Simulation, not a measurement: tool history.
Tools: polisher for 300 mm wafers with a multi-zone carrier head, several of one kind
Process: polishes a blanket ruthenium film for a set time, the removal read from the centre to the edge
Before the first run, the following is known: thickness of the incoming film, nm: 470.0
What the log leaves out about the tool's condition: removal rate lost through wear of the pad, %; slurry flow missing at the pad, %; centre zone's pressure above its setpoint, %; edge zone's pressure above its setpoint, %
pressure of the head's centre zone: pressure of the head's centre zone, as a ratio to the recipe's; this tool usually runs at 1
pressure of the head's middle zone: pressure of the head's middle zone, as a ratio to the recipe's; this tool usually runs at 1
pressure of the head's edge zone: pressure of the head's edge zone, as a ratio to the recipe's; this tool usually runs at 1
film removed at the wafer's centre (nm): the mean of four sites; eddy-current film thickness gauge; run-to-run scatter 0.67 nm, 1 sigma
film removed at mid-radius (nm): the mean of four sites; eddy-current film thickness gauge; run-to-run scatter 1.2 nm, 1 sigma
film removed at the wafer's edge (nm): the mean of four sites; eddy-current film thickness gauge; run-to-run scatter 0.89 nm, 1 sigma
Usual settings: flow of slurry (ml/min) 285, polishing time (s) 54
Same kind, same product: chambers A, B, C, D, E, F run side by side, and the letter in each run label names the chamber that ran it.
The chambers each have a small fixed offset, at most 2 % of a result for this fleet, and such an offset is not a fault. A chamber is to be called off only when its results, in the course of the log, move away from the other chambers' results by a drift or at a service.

| run | day | flow of slurry (ml/min) | pressure of the head's centre zone | pressure of the head's middle zone | pressure of the head's edge zone | polishing time (s) | wafers polished on this pad | hours since the slurry nozzle was cleaned | hours since the centre zone pressure was calibrated | hours since the edge zone pressure was calibrated | film removed at the wafer's centre (nm) | film removed at mid-radius (nm) | film removed at the wafer's edge (nm) |
|---|---|---|---|---|---|---|---|---|---|---|---|---|---|
|  | 0.238 | chamber C: slurry nozzle cleaned |
| 1E | 0.479 | 285 | 1 | 1 | 1 | 54 | 741 | 538.5 | 116.7 | 455.6 | 102.56 | 103.03 | 103.46 |
| 2C | 0.796 | 285 | 1 | 1 | 1 | 54 | 431 | 13.5 | 484.8 | 108.7 | 103.52 | 104.37 | 101.82 |
|  | 0.883 | chamber D: worn pad replaced by a new one |
|  | 0.983 | chamber A: worn pad replaced by a new one |
| 3A | 1.133 | 285 | 1 | 1 | 1 | 54 | 24 | 84.9 | 379 | 676.1 | 103.9 | 104.76 | 102.13 |
|  | 1.279 | chamber A: edge zone pressure recalibrated |
| 4F | 1.371 | 285 | 1 | 1 | 1 | 54 | 535 | 36.5 | 218.8 | 447 | 102.43 | 102.79 | 101.54 |
|  | 1.558 | chamber C: worn pad replaced by a new one |
| 5D | 1.733 | 285 | 1 | 1 | 1 | 54 | 138 | 270.7 | 169.4 | 405.9 | 103.85 | 103.91 | 102.63 |
|  | 1.754 | chamber F: worn pad replaced by a new one |
| 6B | 2.225 | 285 | 1 | 1 | 1 | 54 | 585 | 63.4 | 287.9 | 306 | 104.33 | 103.21 | 103.94 |
| 7E | 2.496 | 285 | 1 | 1 | 1 | 54 | 1069 | 586.9 | 165.1 | 504 | 103.47 | 103.52 | 104.28 |
|  | 2.621 | chamber D: slurry nozzle cleaned |
| 8C | 2.746 | 285 | 1 | 1 | 1 | 54 | 193 | 60.3 | 531.6 | 155.5 | 102.93 | 105.35 | 102.1 |
| 9F | 3.05 | 285 | 1 | 1 | 1 | 54 | 210 | 76.8 | 259.1 | 487.3 | 103.43 | 101.73 | 102.81 |
| 10A | 3.5 | 285 | 1 | 1 | 1 | 54 | 409 | 141.7 | 435.8 | 53.3 | 102.21 | 104.53 | 103.33 |
| 11B | 3.958 | 285 | 1 | 1 | 1 | 54 | 867 | 105 | 329.5 | 347.6 | 103.82 | 99.309 | 102.32 |
|  | 3.996 | chamber E: worn pad replaced by a new one |
| 12D | 4.317 | 285 | 1 | 1 | 1 | 54 | 559 | 40.8 | 231.4 | 467.9 | 102.04 | 100.62 | 104.28 |
| 13F | 4.771 | 325 | 1 | 1 | 1 | 54 | 490 | 118.1 | 300.4 | 528.6 | 103.85 | 104.38 | 103.21 |
|  | 4.892 | chamber F: worn pad replaced by a new one |
|  | 5.175 | chamber C: worn pad replaced by a new one |
|  | 5.262 | chamber B: worn pad replaced by a new one |
| 14E | 5.267 | 325 | 1 | 1 | 1 | 54 | 207 | 653.4 | 231.6 | 570.5 | 104.82 | 103.1 | 104.64 |
|  | 5.417 | chamber B: edge zone pressure recalibrated |
| 15B | 5.688 | 325 | 1 | 1 | 1 | 54 | 69 | 146.5 | 371 | 6.6 | 105.6 | 105.5 | 104.65 |
| 16C | 6.092 | 325 | 1 | 1 | 1 | 54 | 149 | 140.6 | 611.9 | 235.8 | 104.91 | 106.11 | 101.32 |
| 17A | 6.571 | 325 | 1 | 1 | 1 | 54 | 909 | 215.4 | 509.5 | 127 | 103.47 | 104.56 | 104.68 |
|  | 6.754 | chamber A: worn pad replaced by a new one |
| 18D | 7.029 | 325 | 1 | 1 | 1 | 54 | 1000 | 105.9 | 296.5 | 533 | 103.55 | 103.81 | 103.12 |
|  | 7.033 | chamber D: worn pad replaced by a new one |
| 19D | 7.379 | 335 | 1 | 1 | 1 | 44 | 56 | 114.3 | 304.9 | 541.4 | 85.424 | 84.725 | 84.479 |
| 20E | 7.733 | 335 | 1 | 1 | 1 | 44 | 608 | 712.6 | 290.8 | 629.7 | 84.844 | 84.976 | 85.672 |
| 21B | 8.004 | 335 | 1 | 1 | 1 | 44 | 446 | 202.1 | 426.6 | 62.2 | 85.078 | 83.499 | 86.106 |
|  | 8.012 | chamber F: slurry nozzle cleaned |
| 22F | 8.404 | 335 | 1 | 1 | 1 | 44 | 571 | 9.5 | 387.6 | 615.8 | 85.385 | 85.245 | 84.66 |
|  | 8.646 | chamber F: worn pad replaced by a new one |
| 23A | 8.662 | 335 | 1 | 1 | 1 | 44 | 310 | 265.6 | 559.7 | 177.2 | 85.017 | 86.443 | 84.944 |
|  | 8.75 | chamber C: worn pad replaced by a new one |
| 24C | 9.146 | 335 | 1 | 1 | 1 | 44 | 64 | 213.9 | 685.2 | 309.1 | 85.417 | 86.49 | 83.715 |
| 25C | 9.658 | 285 | 1 | 0.96 | 1 | 40 | 148 | 226.2 | 697.5 | 321.4 | 77.301 | 75.513 | 75.05 |
| 26A | 10.171 | 285 | 1 | 0.96 | 1 | 40 | 555 | 301.8 | 595.9 | 213.4 | 75.635 | 75.299 | 76.312 |
| 27D | 10.65 | 285 | 1 | 0.96 | 1 | 40 | 588 | 192.8 | 383.4 | 619.9 | 75.062 | 71.93 | 76.255 |
| 28E | 10.988 | 285 | 1 | 0.96 | 1 | 40 | 1137 | 790.7 | 368.9 | 707.8 | 76.694 | 73.545 | 77.387 |
| 29F | 11.392 | 285 | 1 | 0.96 | 1 | 40 | 447 | 81.2 | 459.3 | 687.5 | 75.61 | 73.496 | 75.267 |
|  | 11.692 | chamber B: worn pad replaced by a new one |
| 30B | 11.788 | 285 | 1 | 0.96 | 1 | 40 | 15 | 292.9 | 517.4 | 153 | 76.831 | 72.282 | 76.808 |
|  | 11.854 | chamber E: worn pad replaced by a new one |
|  | 11.983 | chamber F: worn pad replaced by a new one |
| 31C | 12.204 | 285 | 1 | 1 | 1 | 54 | 562 | 287.3 | 758.6 | 382.5 | 102.66 | 103.82 | 101.18 |
|  | 12.208 | chamber A: worn pad replaced by a new one |
|  | 12.238 | chamber C: slurry nozzle cleaned |
| 32F | 12.608 | 285 | 0.91 | 1 | 1 | 73 | 101 | 110.4 | 488.5 | 716.7 | 124.94 | 140.97 | 138.34 |
|  | 12.8 | chamber C: worn pad replaced by a new one |
| 33B | 12.929 | 285 | 0.91 | 1 | 1 | 73 | 201 | 320.3 | 544.8 | 180.4 | 127.06 | 138.93 | 140.2 |
|  | 13.092 | chamber D: worn pad replaced by a new one |
| 34A | 13.192 | 285 | 0.91 | 1 | 1 | 73 | 160 | 374.3 | 668.4 | 285.9 | 123.8 | 141.31 | 140.23 |
|  | 13.425 | chamber E: slurry nozzle cleaned |
| 35D | 13.592 | 285 | 0.91 | 1 | 1 | 73 | 81 | 263.4 | 454 | 690.5 | 124.63 | 136.98 | 137.9 |
| 36E | 13.946 | 285 | 0.91 | 1 | 1 | 73 | 340 | 12.5 | 439.9 | 778.8 | 125.77 | 141.47 | 141.98 |
| 37B | 14.229 | 285 | 0.91 | 1 | 1 | 73 | 413 | 351.5 | 576 | 211.6 | 126.18 | 138.32 | 140.65 |
|  | 14.567 | chamber D: slurry nozzle cleaned |
| 38C | 14.696 | 285 | 1 | 1 | 1 | 54 | 308 | 59 | 818.4 | 442.3 | 104.27 | 102.41 | 101.91 |
|  | 14.833 | chamber F: worn pad replaced by a new one |
| 39D | 15.138 | 285 | 1 | 1 | 1 | 54 | 333 | 13.8 | 491.1 | 727.6 | 102.69 | 104 | 103.09 |
| 40A | 15.642 | 285 | 1 | 1 | 1 | 54 | 558 | 433.1 | 727.2 | 344.7 | 103.08 | 106.55 | 102.97 |
|  | 15.896 | chamber F: slurry nozzle cleaned |
| 41F | 15.95 | 285 | 1 | 1 | 1 | 54 | 181 | 1.4 | 568.7 | 796.9 | 102.52 | 102.62 | 102.42 |

Decide between three cases: one chamber stands off from its peers, the gauge reading all wafers drifts, or nothing is wrong past each chamber's small offset. Where a chamber is off, say which and what most likely put it there.

No chamber is off and the gauge is stable; the differences are just each chamber's small, constant offset.
